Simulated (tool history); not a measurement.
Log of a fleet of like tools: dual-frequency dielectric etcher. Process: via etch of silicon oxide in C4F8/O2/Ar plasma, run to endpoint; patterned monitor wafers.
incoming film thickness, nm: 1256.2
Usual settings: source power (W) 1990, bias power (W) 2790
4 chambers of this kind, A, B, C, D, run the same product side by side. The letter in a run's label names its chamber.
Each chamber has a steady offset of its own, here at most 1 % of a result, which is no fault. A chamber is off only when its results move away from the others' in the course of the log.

run	day	source power (W)	bias power (W)	endpoint time (s)
1A	0.392	1990	2790	223.82
2B	0.838	1990	2790	221.79
3D	1.196	1990	2790	223.16
4C	1.508	1990	2790	222.53
5A	1.862	1720	2790	237.57
6B	2.112	1720	2790	235.64
7C	2.438	1720	2790	235.62
8D	2.675	1720	2790	238.02
9A	3.029	1990	2790	223.58
10B	3.408	1990	2790	222.31
11C	3.85	1990	2790	223.56
12D	4.121	1990	3097	217.84
13B	4.462	1990	3097	215.41
14D	4.708	1990	3097	216.12
15C	5.108	1990	3097	217.97
16A	5.458	2160	2790	220.79
17A	5.829	2160	2790	220.32
18D	6.188	2160	2790	218.39
19B	6.546	2160	2790	215.73
20C	6.912	1990	2790	226.01
21D	7.183	1990	2790	223.44
22C	7.538	1990	2790	224.8
23B	7.933	1990	2790	223.34
24A	8.362	1990	2790	231.27
25C	8.696	1990	2790	223.1
26A	9.029	1640	3359	232.24
27B	9.233	1640	3359	225.98
28D	9.475	1640	3359	226.29
29B	9.875	1640	3359	227.49
30C	10.292	1990	2790	223.14
31A	10.571	1990	2790	230.98
32D	10.875	1990	2790	224.69
33C	11.208	1990	2790	221.79
34D	11.421	1990	2790	224.13
35A	11.65	1990	2790	232.19
# day 11.775: chamber C: wet clean of the chamber
36B	11.9	1990	2790	221.61
37D	12.162	1990	2790	223.37
38B	12.567	1990	2790	224.08
39C	12.804	1990	2790	224.58
# day 12.888: chamber B: wet clean of the chamber
40A	13.138	1990	2790	235.16
41C	13.546	1500	3119	239.56
42B	13.8	1500	3119	238.12
43A	14.104	1500	3119	254.71
44D	14.383	1500	3119	243.24

What goes on in this fleet: one chamber off, a drifting gauge, or nothing beyond the chambers' own small offsets? Name the chamber and the cause, if any.

Chamber A drifts away from the others.
Cause: etch rate under this chamber's usual, % = 5.19.

Here are 4 candidates for chamber A's next run, each the usual settings with a change, their results left as question marks. Which one brings its results back in line with what the others give on the usual settings?
In line means no further than this from the other chambers' mean on the usual settings: endpoint time (s) 3.9
45A-1	14.712	1930	2727	?
45A-2	14.712	2050	2853	?
45A-3	14.712	1990	3261	?
45A-4	14.712	1830	2607	?

The other chambers' mean on the usual settings: endpoint time (s) 223.77
run	endpoint time (s)
45A-1	239.57
45A-2	230.73
45A-3	223.73
45A-4	248.02
45A-3 brings the chamber back in line.

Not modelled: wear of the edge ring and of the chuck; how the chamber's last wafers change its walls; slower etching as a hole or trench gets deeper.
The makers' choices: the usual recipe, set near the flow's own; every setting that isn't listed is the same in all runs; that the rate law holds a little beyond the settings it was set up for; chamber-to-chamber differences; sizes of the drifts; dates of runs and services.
